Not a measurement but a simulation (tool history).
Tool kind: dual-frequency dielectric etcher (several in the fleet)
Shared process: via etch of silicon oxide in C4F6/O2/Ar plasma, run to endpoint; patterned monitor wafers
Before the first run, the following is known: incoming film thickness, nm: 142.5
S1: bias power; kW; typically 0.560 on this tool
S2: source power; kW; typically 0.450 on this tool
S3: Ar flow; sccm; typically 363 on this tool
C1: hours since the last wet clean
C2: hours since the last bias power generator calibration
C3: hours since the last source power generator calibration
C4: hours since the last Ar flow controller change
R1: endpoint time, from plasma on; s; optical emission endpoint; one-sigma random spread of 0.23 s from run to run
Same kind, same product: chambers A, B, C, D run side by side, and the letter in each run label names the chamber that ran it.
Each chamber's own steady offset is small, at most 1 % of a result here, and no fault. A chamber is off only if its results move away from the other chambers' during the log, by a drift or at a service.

| run | hour | S1 | S2 | S3 | C1 | C2 | C3 | C4 | R1 |
|---|---|---|---|---|---|---|---|---|---|
| 1A | 6.0 | 0.560 | 0.450 | 363 | 155.1 | 694.4 | 598.6 | 4138.8 | 29.873 |
| 2C | 15.4 | 0.560 | 0.450 | 363 | 360.9 | 2561.3 | 3247.9 | 2291.1 | 29.457 |
| 3D | 22.5 | 0.560 | 0.450 | 363 | 148.0 | 2427.3 | 906.3 | 1124.3 | 29.737 |
| 4B | 27.4 | 0.560 | 0.450 | 363 | 150.1 | 1859.8 | 1890.3 | 826.7 | 29.295 |
| 5D | 32.8 | 0.560 | 0.450 | 363 | 158.3 | 2437.6 | 916.6 | 1134.6 | 29.877 |
| 6C | 38.3 | 0.560 | 0.450 | 363 | 383.8 | 2584.2 | 3270.8 | 2314.0 | 29.226 |
| 7B | 45.6 | 0.560 | 0.450 | 363 | 168.3 | 1878.0 | 1908.5 | 844.9 | 29.564 |
| 8A | 54.4 | 0.560 | 0.450 | 363 | 203.5 | 742.8 | 647.0 | 4187.2 | 29.481 |
| 9A | 60.1 | 0.560 | 0.450 | 363 | 209.2 | 748.5 | 652.7 | 4192.9 | 29.747 |
| 10B | 67.9 | 0.560 | 0.450 | 363 | 190.6 | 1900.3 | 1930.8 | 867.2 | 29.570 |
| 11D | 73.1 | 0.560 | 0.450 | 363 | 198.6 | 2477.9 | 956.9 | 1174.9 | 29.722 |
| 12C | 81.9 | 0.560 | 0.450 | 363 | 427.4 | 2627.8 | 3314.4 | 2357.6 | 28.942 |
| 13A | 87.1 | 0.560 | 0.450 | 363 | 236.2 | 775.5 | 679.7 | 4219.9 | 29.755 |
| 14B | 96.1 | 0.560 | 0.450 | 363 | 218.8 | 1928.5 | 1959.0 | 895.4 | 29.301 |
| 15C | 104.6 | 0.560 | 0.450 | 363 | 450.1 | 2650.5 | 3337.1 | 2380.3 | 28.729 |
| 16D | 112.5 | 0.560 | 0.450 | 363 | 238.0 | 2517.3 | 996.3 | 1214.3 | 29.587 |
| 17A | 117.5 | 0.560 | 0.450 | 363 | 266.6 | 805.9 | 710.1 | 4250.3 | 29.456 |
| 18C | 123.1 | 0.560 | 0.450 | 363 | 468.6 | 2669.0 | 3355.6 | 2398.8 | 28.612 |
| 19B | 128.4 | 0.490 | 0.450 | 363 | 251.1 | 1960.8 | 1991.3 | 927.7 | 30.826 |
| 20D | 133.2 | 0.490 | 0.450 | 363 | 258.7 | 2538.0 | 1017.0 | 1235.0 | 31.094 |
| 21B | 141.8 | 0.490 | 0.450 | 363 | 264.5 | 1974.2 | 2004.7 | 941.1 | 31.394 |
| 22C | 147.3 | 0.490 | 0.450 | 363 | 492.8 | 2693.2 | 3379.8 | 2423.0 | 29.876 |
| 23D | 152.8 | 0.560 | 0.450 | 300 | 278.3 | 2557.6 | 1036.6 | 1254.6 | 29.310 |
| 24A | 159.9 | 0.560 | 0.450 | 300 | 309.0 | 848.3 | 752.5 | 4292.7 | 28.700 |
| 25D | 164.2 | 0.560 | 0.450 | 300 | 289.7 | 2569.0 | 1048.0 | 1266.0 | 29.196 |
| 26C | 173.6 | 0.560 | 0.450 | 300 | 519.1 | 2719.5 | 3406.1 | 2449.3 | 28.296 |
| 27B | 182.7 | 0.560 | 0.450 | 363 | 305.4 | 2015.1 | 2045.6 | 982.0 | 29.519 |
| 28A | 189.6 | 0.560 | 0.450 | 363 | 338.7 | 878.0 | 782.2 | 4322.4 | 29.309 |
| 29C | 194.2 | 0.560 | 0.450 | 363 | 539.7 | 2740.1 | 3426.7 | 2469.9 | 28.365 |
| 30B | 200.8 | 0.560 | 0.450 | 363 | 323.5 | 2033.2 | 2063.7 | 1000.1 | 29.557 |
| 31A | 207.1 | 0.560 | 0.450 | 363 | 356.2 | 895.5 | 799.7 | 4339.9 | 29.507 |
| 32D | 213.7 | 0.560 | 0.450 | 363 | 339.2 | 2618.5 | 1097.5 | 1315.5 | 29.657 |
| 33C | 217.8 | 0.560 | 0.450 | 363 | 563.3 | 2763.7 | 3450.3 | 2493.5 | 28.359 |
| 34B | 224.5 | 0.560 | 0.450 | 363 | 347.2 | 2056.9 | 2087.4 | 1023.8 | 29.489 |
| 35A | 232.6 | 0.669 | 0.450 | 298 | 381.7 | 921.0 | 825.2 | 4365.4 | 27.217 |
| 36D | 239.9 | 0.669 | 0.450 | 298 | 365.4 | 2644.7 | 1123.7 | 1341.7 | 27.298 |
|  | 243.5 | chamber C: source power generator calibrated |
| 37B | 245.5 | 0.669 | 0.450 | 298 | 368.2 | 2077.9 | 2108.4 | 1044.8 | 26.712 |
| 38A | 251.7 | 0.669 | 0.450 | 298 | 400.8 | 940.1 | 844.3 | 4384.5 | 26.864 |
| 39C | 257.6 | 0.560 | 0.450 | 363 | 603.1 | 2803.5 | 14.1 | 2533.3 | 28.234 |
| 40D | 266.2 | 0.560 | 0.450 | 363 | 391.7 | 2671.0 | 1150.0 | 1368.0 | 29.569 |
|  | 268.1 | chamber D: bias power generator calibrated |
| 41D | 275.4 | 0.560 | 0.450 | 363 | 400.9 | 7.3 | 1159.2 | 1377.2 | 29.501 |

Which is it: a chamber that has drifted or been left off by a service, a gauge drift common to all chambers, or only each chamber's usual small offset? If a chamber is off, name it and its likeliest cause.

Chamber C drifts away from the others.
Cause: etch rate over this chamber's usual, % = 4.55.

Here are 4 candidates for chamber C's next run, each the usual settings with a change, their results left as question marks. Which one brings its results back in line with what the others give on the usual settings?
In-line tolerance around the mean of the other chambers on the usual settings: R1 0.820 s
| 42C-1 | 282.3 | 0.560 | 0.450 | 236 |  |  |  |  | ? |
| 42C-2 | 282.3 | 0.638 | 0.510 | 348 |  |  |  |  | ? |
| 42C-3 | 282.3 | 0.560 | 0.350 | 387 |  |  |  |  | ? |
| 42C-4 | 282.3 | 0.517 | 0.420 | 363 |  |  |  |  | ? |

Average result of the remaining chambers running the usual settings: R1 29.533 s
| run | R1 |
|---|---|
| 42C-1 | 26.649 |
| 42C-2 | 25.275 |
| 42C-3 | 30.899 |
| 42C-4 | 29.527 |
The answer is 42C-4, which returns the chamber to within the allowed miss of the others.

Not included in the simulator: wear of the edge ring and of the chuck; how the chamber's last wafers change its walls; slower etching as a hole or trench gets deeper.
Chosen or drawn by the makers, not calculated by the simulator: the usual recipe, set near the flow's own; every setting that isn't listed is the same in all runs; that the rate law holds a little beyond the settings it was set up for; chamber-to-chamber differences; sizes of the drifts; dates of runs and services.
